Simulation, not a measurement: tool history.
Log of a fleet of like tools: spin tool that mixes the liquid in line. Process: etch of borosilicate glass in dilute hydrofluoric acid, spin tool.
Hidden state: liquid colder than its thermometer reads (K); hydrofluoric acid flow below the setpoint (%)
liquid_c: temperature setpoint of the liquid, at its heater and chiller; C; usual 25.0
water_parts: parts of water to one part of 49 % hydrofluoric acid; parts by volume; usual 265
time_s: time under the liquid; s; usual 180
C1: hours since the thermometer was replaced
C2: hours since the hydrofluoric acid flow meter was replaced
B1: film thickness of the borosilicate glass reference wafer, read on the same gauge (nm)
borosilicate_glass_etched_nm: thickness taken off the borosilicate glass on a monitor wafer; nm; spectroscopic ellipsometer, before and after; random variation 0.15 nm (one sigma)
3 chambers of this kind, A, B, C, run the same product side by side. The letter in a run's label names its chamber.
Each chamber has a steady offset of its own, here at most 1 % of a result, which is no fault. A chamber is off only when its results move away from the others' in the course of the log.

{"run": "1B", "hour": 9.5, "liquid_c": 25.0, "water_parts": 265, "time_s": 180, "C1": 1898.2, "C2": 1282.1, "B1": 119.99, "borosilicate_glass_etched_nm": 18.742}
{"run": "2A", "hour": 17.2, "liquid_c": 25.0, "water_parts": 265, "time_s": 180, "C1": 234.7, "C2": 898.9, "B1": 120.02, "borosilicate_glass_etched_nm": 18.366}
{"run": "3C", "hour": 27.3, "liquid_c": 25.0, "water_parts": 265, "time_s": 180, "C1": 1107.2, "C2": 250.9, "B1": 119.99, "borosilicate_glass_etched_nm": 18.349}
{"run": "4C", "hour": 36.1, "liquid_c": 25.0, "water_parts": 265, "time_s": 180, "C1": 1116.0, "C2": 259.7, "B1": 119.98, "borosilicate_glass_etched_nm": 18.206}
{"run": "5B", "hour": 45.2, "liquid_c": 25.0, "water_parts": 265, "time_s": 180, "C1": 1933.9, "C2": 1317.8, "B1": 120.0, "borosilicate_glass_etched_nm": 18.057}
{"run": "6A", "hour": 51.9, "liquid_c": 25.0, "water_parts": 265, "time_s": 180, "C1": 269.4, "C2": 933.6, "B1": 120.0, "borosilicate_glass_etched_nm": 18.233}
{"run": "7A", "hour": 56.7, "liquid_c": 25.0, "water_parts": 195, "time_s": 110, "C1": 274.2, "C2": 938.4, "B1": 120.0, "borosilicate_glass_etched_nm": 16.509}
{"run": "8B", "hour": 63.6, "liquid_c": 25.0, "water_parts": 195, "time_s": 110, "C1": 1952.3, "C2": 1336.2, "B1": 119.99, "borosilicate_glass_etched_nm": 16.691}
{"run": "9C", "hour": 70.2, "liquid_c": 25.0, "water_parts": 195, "time_s": 110, "C1": 1150.1, "C2": 293.8, "B1": 120.05, "borosilicate_glass_etched_nm": 16.521}
{"run": "10A", "hour": 75.2, "liquid_c": 25.0, "water_parts": 265, "time_s": 180, "C1": 292.7, "C2": 956.9, "B1": 120.0, "borosilicate_glass_etched_nm": 17.81}
{"run": "11C", "hour": 80.0, "liquid_c": 21.5, "water_parts": 165, "time_s": 180, "C1": 1159.9, "C2": 303.6, "B1": 120.02, "borosilicate_glass_etched_nm": 29.058}
{"run": "12B", "hour": 89.1, "liquid_c": 21.5, "water_parts": 165, "time_s": 180, "C1": 1977.8, "C2": 1361.7, "B1": 120.01, "borosilicate_glass_etched_nm": 28.843}
{"run": "13C", "hour": 94.8, "liquid_c": 21.5, "water_parts": 165, "time_s": 180, "C1": 1174.7, "C2": 318.4, "B1": 120.03, "borosilicate_glass_etched_nm": 29.006}
{"run": "14B", "hour": 103.5, "liquid_c": 25.0, "water_parts": 265, "time_s": 180, "C1": 1992.2, "C2": 1376.1, "B1": 120.0, "borosilicate_glass_etched_nm": 18.264}
{"run": "15A", "hour": 109.5, "liquid_c": 25.0, "water_parts": 265, "time_s": 180, "C1": 327.0, "C2": 991.2, "B1": 120.02, "borosilicate_glass_etched_nm": 17.697}
{"run": "16B", "hour": 116.9, "liquid_c": 25.0, "water_parts": 265, "time_s": 180, "C1": 2005.6, "C2": 1389.5, "B1": 120.01, "borosilicate_glass_etched_nm": 18.183}
{"run": "17C", "hour": 123.3, "liquid_c": 25.0, "water_parts": 265, "time_s": 180, "C1": 1203.2, "C2": 346.9, "B1": 119.93, "borosilicate_glass_etched_nm": 18.525}
{"run": "18A", "hour": 130.4, "liquid_c": 25.0, "water_parts": 265, "time_s": 180, "C1": 347.9, "C2": 1012.1, "B1": 119.98, "borosilicate_glass_etched_nm": 17.414}
{"run": "19C", "hour": 136.4, "liquid_c": 25.0, "water_parts": 265, "time_s": 180, "C1": 1216.3, "C2": 360.0, "B1": 120.0, "borosilicate_glass_etched_nm": 18.398}
{"run": "20A", "hour": 145.7, "liquid_c": 25.0, "water_parts": 265, "time_s": 180, "C1": 363.2, "C2": 1027.4, "B1": 120.0, "borosilicate_glass_etched_nm": 17.442}
{"run": "21B", "hour": 155.2, "liquid_c": 25.0, "water_parts": 265, "time_s": 180, "C1": 2043.9, "C2": 1427.8, "B1": 120.02, "borosilicate_glass_etched_nm": 18.059}
{"run": "22B", "hour": 162.8, "liquid_c": 29.5, "water_parts": 265, "time_s": 180, "C1": 2051.5, "C2": 1435.4, "B1": 120.01, "borosilicate_glass_etched_nm": 21.559}
{"run": "23C", "hour": 173.1, "liquid_c": 29.5, "water_parts": 265, "time_s": 180, "C1": 1253.0, "C2": 396.7, "B1": 120.03, "borosilicate_glass_etched_nm": 21.4}
{"run": "24A", "hour": 181.3, "liquid_c": 29.5, "water_parts": 265, "time_s": 180, "C1": 398.8, "C2": 1063.0, "B1": 119.97, "borosilicate_glass_etched_nm": 20.115}
{"run": "25B", "hour": 187.1, "liquid_c": 25.0, "water_parts": 265, "time_s": 180, "C1": 2075.8, "C2": 1459.7, "B1": 120.04, "borosilicate_glass_etched_nm": 18.386}
{"run": "26C", "hour": 193.6, "liquid_c": 25.0, "water_parts": 265, "time_s": 180, "C1": 1273.5, "C2": 417.2, "B1": 120.03, "borosilicate_glass_etched_nm": 18.296}
{"run": "27A", "hour": 202.0, "liquid_c": 25.0, "water_parts": 265, "time_s": 240, "C1": 419.5, "C2": 1083.7, "B1": 119.95, "borosilicate_glass_etched_nm": 22.66}
{"run": "28C", "hour": 212.6, "liquid_c": 25.0, "water_parts": 265, "time_s": 240, "C1": 1292.5, "C2": 436.2, "B1": 120.01, "borosilicate_glass_etched_nm": 24.669}

What goes on in this fleet: one chamber off, a drifting gauge, or nothing beyond the chambers' own small offsets? Name the chamber and the cause, if any.

Chamber A drifts away from the others.
Cause: hydrofluoric acid flow below the setpoint (%) = 6.36.
The log may not tell that from: liquid colder than its thermometer reads (K).

Here are 4 candidates for chamber A's next run, each the usual settings with a change, their results left as question marks. Which one brings its results back in line with what the others give on the usual settings?
In line means no further than this from the other chambers' mean on the usual settings: borosilicate_glass_etched_nm 0.530 nm
{"run": "29A-1", "hour": 220.4, "liquid_c": 25.0, "water_parts": 255, "time_s": 185, "borosilicate_glass_etched_nm": "?"}
{"run": "29A-2", "hour": 220.4, "liquid_c": 25.0, "water_parts": 265, "time_s": 185, "borosilicate_glass_etched_nm": "?"}
{"run": "29A-3", "hour": 220.4, "liquid_c": 25.0, "water_parts": 265, "time_s": 175, "borosilicate_glass_etched_nm": "?"}
{"run": "29A-4", "hour": 220.4, "liquid_c": 25.0, "water_parts": 285, "time_s": 180, "borosilicate_glass_etched_nm": "?"}

The other chambers' mean on the usual settings: borosilicate_glass_etched_nm 18.357 nm
run=29A-1 borosilicate_glass_etched_nm=18.060
run=29A-2 borosilicate_glass_etched_nm=17.179
run=29A-3 borosilicate_glass_etched_nm=16.250
run=29A-4 borosilicate_glass_etched_nm=15.192
29A-1 brings the chamber back in line.

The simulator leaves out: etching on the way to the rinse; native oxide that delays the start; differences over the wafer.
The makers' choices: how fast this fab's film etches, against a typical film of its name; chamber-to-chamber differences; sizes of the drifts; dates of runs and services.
